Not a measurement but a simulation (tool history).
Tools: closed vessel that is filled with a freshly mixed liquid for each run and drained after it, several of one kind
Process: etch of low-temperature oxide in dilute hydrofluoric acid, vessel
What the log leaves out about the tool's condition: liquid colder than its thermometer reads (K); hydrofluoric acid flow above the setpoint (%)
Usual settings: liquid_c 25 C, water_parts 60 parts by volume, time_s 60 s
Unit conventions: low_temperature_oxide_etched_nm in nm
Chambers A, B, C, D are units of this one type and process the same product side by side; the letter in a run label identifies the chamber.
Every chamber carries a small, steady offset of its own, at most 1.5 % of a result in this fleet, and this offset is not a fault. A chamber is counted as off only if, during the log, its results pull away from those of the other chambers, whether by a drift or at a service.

run   hour  liquid_c  water_parts  time_s  hours since the thermometer was replaced  hours since the hydrofluoric acid flow meter was replaced  read-back film thickness of the low-temperature oxide reference wafer, read on the same gauge (nm)  low_temperature_oxide_etched_nm
 1C   11.2        25           60      60                                     512.1                                                       48.8                                                                                              120.01                           20.539
 2D   23.4        25           60      60                                     316.4                                                     1601.3                                                                                              119.99                           20.093
 3A   35.4        25           60      60                                    1599.2                                                        398                                                                                                 120                           20.054
 4B   44.8        25           60      60                                    1342.8                                                     1918.3                                                                                                 120                           20.215
 5D   54.9        25           60      60                                     347.9                                                     1632.8                                                                                                 120                           20.249
 6B   64.6        25           60      60                                    1362.6                                                     1938.1                                                                                                 120                           20.595
 7C   70.8        25           60      60                                     571.7                                                      108.4                                                                                              119.99                           20.532
 8A   76.6        25           60      60                                    1640.4                                                      439.2                                                                                                 120                           20.084
 9C   82.2      27.5           60      40                                     583.1                                                      119.8                                                                                              120.05                           15.336
10D   91.6      27.5           60      40                                     384.6                                                     1669.5                                                                                              119.98                           14.764
11A  104.2      27.5           60      40                                      1668                                                      466.8                                                                                              120.03                           14.861
12B  113.4      27.5           60      40                                    1411.4                                                     1986.9                                                                                                 120                           14.847
13B  123.1        25           60      60                                    1421.1                                                     1996.6                                                                                              119.97                           20.157
14D  128.9        25           60      60                                     421.9                                                     1706.8                                                                                              120.01                           19.991
15A  139.6        25           60      60                                    1703.4                                                      502.2                                                                                              120.03                           19.663
16C  146.4        25           60      60                                     647.3                                                        184                                                                                              119.96                           20.716
17D  156.6        25           60      60                                     449.6                                                     1734.5                                                                                              119.99                           19.878
18B  162.2        25           60      60                                    1460.2                                                     2035.7                                                                                              119.99                           20.383
19A    174        25           60      60                                    1737.8                                                      536.6                                                                                              120.03                           19.586
20C  186.5        25           60      60                                     687.4                                                      224.1                                                                                              119.99                           20.624
21B  192.1        25           60      60                                    1490.1                                                     2065.6                                                                                              120.03                           20.082
22A    205        25           60      60                                    1768.8                                                      567.6                                                                                                 120                           19.089
23C  217.1        25           60      60                                       718                                                      254.7                                                                                              120.03                           20.628
24D  225.9        25           35      60                                     518.9                                                     1803.8                                                                                                 120                           35.812
25A  236.7        25           35      60                                    1800.5                                                      599.3                                                                                              120.06                           33.606
     241.7  -- chamber D: hydrofluoric acid flow meter replaced
26D  243.1        25           35      60                                     536.1                                                        1.4                                                                                              120.02                           36.469
27B  254.9        25           35      60                                    1552.9                                                     2128.4                                                                                              119.96                           35.503
28C    266      29.5           60      60                                     766.9                                                      303.6                                                                                              120.02                           24.442
29B  275.7      29.5           60      60                                    1573.7                                                     2149.2                                                                                                 120                           24.099
30A  283.2      29.5           60      60                                      1847                                                      645.8                                                                                              120.01                           22.594
31D  291.5      29.5           60      60                                     584.5                                                       49.8                                                                                              120.01                           23.848
32C  298.8        25           60      60                                     799.7                                                      336.4                                                                                              120.03                           20.467
33D    308        25           60      60                                       601                                                       66.3                                                                                                 120                           20.173
34C  319.7        25           40      60                                     820.6                                                      357.3                                                                                                 120                           31.005
35A  326.6        25           40      60                                    1890.4                                                      689.2                                                                                              119.99                           28.422
36B  333.4        25           40      60                                    1631.4                                                     2206.9                                                                                              120.04                           31.026
37B  342.3        25           40      60                                    1640.3                                                     2215.8                                                                                              119.97                           31.269
38A  354.2        25           60      60                                      1918                                                      716.8                                                                                              119.98                           18.588

Does one chamber stand apart from the rest, does the shared gauge drift, or is all well apart from small per-chamber offsets? Give the chamber and the most likely cause, where there is one.

Little by little, chamber A moves away from the other chambers.
What lies behind it: liquid colder than its thermometer reads (K) = 2.48.
The log may not tell that from: hydrofluoric acid flow below the setpoint (%).

Chamber A could run next with any of the 4 candidate recipes listed below; each alters the usual settings, and their results appear as question marks. Which one brings its results back in line with what the other chambers deliver on the usual settings?
In line here means within this much of the mean the other chambers give on the usual settings: low_temperature_oxide_etched_nm 0.53 nm
39A-1  363.5      27.5           60      60                                                                                                                                                                                                                                         ?
39A-2  363.5      24.5           65      60                                                                                                                                                                                                                                         ?
39A-3  363.5      26.5           60      60                                                                                                                                                                                                                                         ?
39A-4  363.5      23.5           60      60                                                                                                                                                                                                                                         ?

What the other chambers average on the usual settings: low_temperature_oxide_etched_nm 20.306 nm
  run  low_temperature_oxide_etched_nm
39A-1                           20.307
39A-2                           16.463
39A-3                            19.49
39A-4                           17.189
39A-1 puts the chamber back in line with the other chambers.

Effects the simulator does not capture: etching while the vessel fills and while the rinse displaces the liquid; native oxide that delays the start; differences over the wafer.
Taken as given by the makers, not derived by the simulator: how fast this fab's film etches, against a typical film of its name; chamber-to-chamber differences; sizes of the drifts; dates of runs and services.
